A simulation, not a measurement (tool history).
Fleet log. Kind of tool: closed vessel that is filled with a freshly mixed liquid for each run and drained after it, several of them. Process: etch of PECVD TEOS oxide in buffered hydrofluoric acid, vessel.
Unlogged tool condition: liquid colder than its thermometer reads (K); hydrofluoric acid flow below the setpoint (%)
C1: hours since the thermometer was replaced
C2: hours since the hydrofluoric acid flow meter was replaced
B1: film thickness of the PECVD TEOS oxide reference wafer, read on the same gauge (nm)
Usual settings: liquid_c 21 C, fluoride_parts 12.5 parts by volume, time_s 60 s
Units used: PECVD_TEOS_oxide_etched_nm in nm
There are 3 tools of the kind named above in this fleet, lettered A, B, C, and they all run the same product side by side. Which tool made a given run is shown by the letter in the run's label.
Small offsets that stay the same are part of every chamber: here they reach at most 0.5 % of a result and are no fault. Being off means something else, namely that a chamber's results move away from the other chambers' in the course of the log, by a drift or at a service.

Run 1A, hour 10.6: usual settings; C1 503.5; C2 1077.2; B1 50.016. Result: PECVD_TEOS_oxide_etched_nm 86.862 nm.
Run 2B, hour 24.4: usual settings; C1 552.7; C2 159.5; B1 50.009. Result: PECVD_TEOS_oxide_etched_nm 86.534 nm.
Run 3C, hour 35: usual settings; C1 994.4; C2 907.7; B1 49.992. Result: PECVD_TEOS_oxide_etched_nm 87.095 nm.
Run 4C, hour 41.6: usual settings; C1 1001; C2 914.3; B1 50.001. Result: PECVD_TEOS_oxide_etched_nm 87.015 nm.
Run 5B, hour 56.4: usual settings; C1 584.7; C2 191.5; B1 49.993. Result: PECVD_TEOS_oxide_etched_nm 86.808 nm.
Run 6A, hour 66.8: usual settings; C1 559.7; C2 1133.4; B1 49.99. Result: PECVD_TEOS_oxide_etched_nm 87.078 nm.
Run 7B, hour 73.5: usual settings; C1 601.8; C2 208.6; B1 49.992. Result: PECVD_TEOS_oxide_etched_nm 86.766 nm.
Run 8A, hour 87.9: usual settings; C1 580.8; C2 1154.5; B1 50.007. Result: PECVD_TEOS_oxide_etched_nm 86.668 nm.
Run 9C, hour 94.8: usual settings; C1 1054.2; C2 967.5; B1 49.962. Result: PECVD_TEOS_oxide_etched_nm 86.39 nm.
Run 10B, hour 107.9: usual settings; C1 636.2; C2 243; B1 50.026. Result: PECVD_TEOS_oxide_etched_nm 86.406 nm.
Run 11C, hour 121.7: usual settings; C1 1081.1; C2 994.4; B1 49.985. Result: PECVD_TEOS_oxide_etched_nm 87.219 nm.
Run 12A, hour 135.6: usual settings; C1 628.5; C2 1202.2; B1 49.998. Result: PECVD_TEOS_oxide_etched_nm 86.674 nm.
Run 13A, hour 144.9: usual settings; C1 637.8; C2 1211.5; B1 49.988. Result: PECVD_TEOS_oxide_etched_nm 86.686 nm.
Run 14B, hour 159.6: usual settings but fluoride_parts 16 parts by volume; C1 687.9; C2 294.7; B1 50.001. Result: PECVD_TEOS_oxide_etched_nm 67.647 nm.
At hour 167.1: chamber B: thermometer replaced.
Run 15C, hour 174.4: usual settings but fluoride_parts 16 parts by volume; C1 1133.8; C2 1047.1; B1 49.998. Result: PECVD_TEOS_oxide_etched_nm 68.206 nm.
Run 16C, hour 189.6: usual settings but fluoride_parts 16 parts by volume; C1 1149; C2 1062.3; B1 49.999. Result: PECVD_TEOS_oxide_etched_nm 68.017 nm.
At hour 199: chamber A: hydrofluoric acid flow meter replaced.
Run 17A, hour 201.6: usual settings; C1 694.5; C2 2.7; B1 49.997. Result: PECVD_TEOS_oxide_etched_nm 85.378 nm.
Run 18B, hour 216.4: usual settings; C1 49.4; C2 351.5; B1 49.985. Result: PECVD_TEOS_oxide_etched_nm 86.657 nm.
Run 19A, hour 227.8: usual settings; C1 720.7; C2 28.9; B1 50.015. Result: PECVD_TEOS_oxide_etched_nm 85.811 nm.
Run 20B, hour 239.3: usual settings but fluoride_parts 8 parts by volume, time_s 50 s; C1 72.3; C2 374.4; B1 50.023. Result: PECVD_TEOS_oxide_etched_nm 109.96 nm.
Run 21C, hour 253.1: usual settings but fluoride_parts 8 parts by volume, time_s 50 s; C1 1212.5; C2 1125.8; B1 50.016. Result: PECVD_TEOS_oxide_etched_nm 108.26 nm.
Run 22B, hour 262.9: usual settings but fluoride_parts 8 parts by volume, time_s 50 s; C1 95.9; C2 398; B1 50.005. Result: PECVD_TEOS_oxide_etched_nm 110.01 nm.
Run 23C, hour 274.1: usual settings but time_s 75 s; C1 1233.5; C2 1146.8; B1 50.012. Result: PECVD_TEOS_oxide_etched_nm 108.42 nm.
Run 24A, hour 287.6: usual settings but time_s 75 s; C1 780.5; C2 88.7; B1 50.014. Result: PECVD_TEOS_oxide_etched_nm 105.65 nm.
Run 25B, hour 295.6: usual settings but time_s 75 s; C1 128.6; C2 430.7; B1 50.011. Result: PECVD_TEOS_oxide_etched_nm 108.62 nm.
Run 26A, hour 308.2: usual settings but liquid_c 18 C, fluoride_parts 14.5 parts by volume; C1 801.1; C2 109.3; B1 49.984. Result: PECVD_TEOS_oxide_etched_nm 61.329 nm.
Run 27C, hour 320.7: usual settings but liquid_c 18 C, fluoride_parts 14.5 parts by volume; C1 1280.1; C2 1193.4; B1 49.991. Result: PECVD_TEOS_oxide_etched_nm 63.753 nm.
Run 28C, hour 334.3: usual settings but liquid_c 18 C, fluoride_parts 14.5 parts by volume; C1 1293.7; C2 1207; B1 50.033. Result: PECVD_TEOS_oxide_etched_nm 63.605 nm.
Run 29A, hour 349.1: usual settings but liquid_c 17.5 C; C1 842; C2 150.2; B1 50.011. Result: PECVD_TEOS_oxide_etched_nm 68.624 nm.
Run 30B, hour 361.3: usual settings but liquid_c 17.5 C; C1 194.3; C2 496.4; B1 50.007. Result: PECVD_TEOS_oxide_etched_nm 71.368 nm.
Run 31A, hour 368.1: usual settings but liquid_c 17.5 C; C1 861; C2 169.2; B1 49.998. Result: PECVD_TEOS_oxide_etched_nm 68.19 nm.

Each of the 3 chambers runs these same settings next. Fill in every chamber's results:
Run 32A, hour 379.1: usual settings. Result: PECVD_TEOS_oxide_etched_nm ?.
Run 32B, hour 379.1: usual settings. Result: PECVD_TEOS_oxide_etched_nm ?.
Run 32C, hour 379.1: usual settings. Result: PECVD_TEOS_oxide_etched_nm ?.

run  PECVD_TEOS_oxide_etched_nm
32A                      82.743
32B                      86.491
32C                      86.158
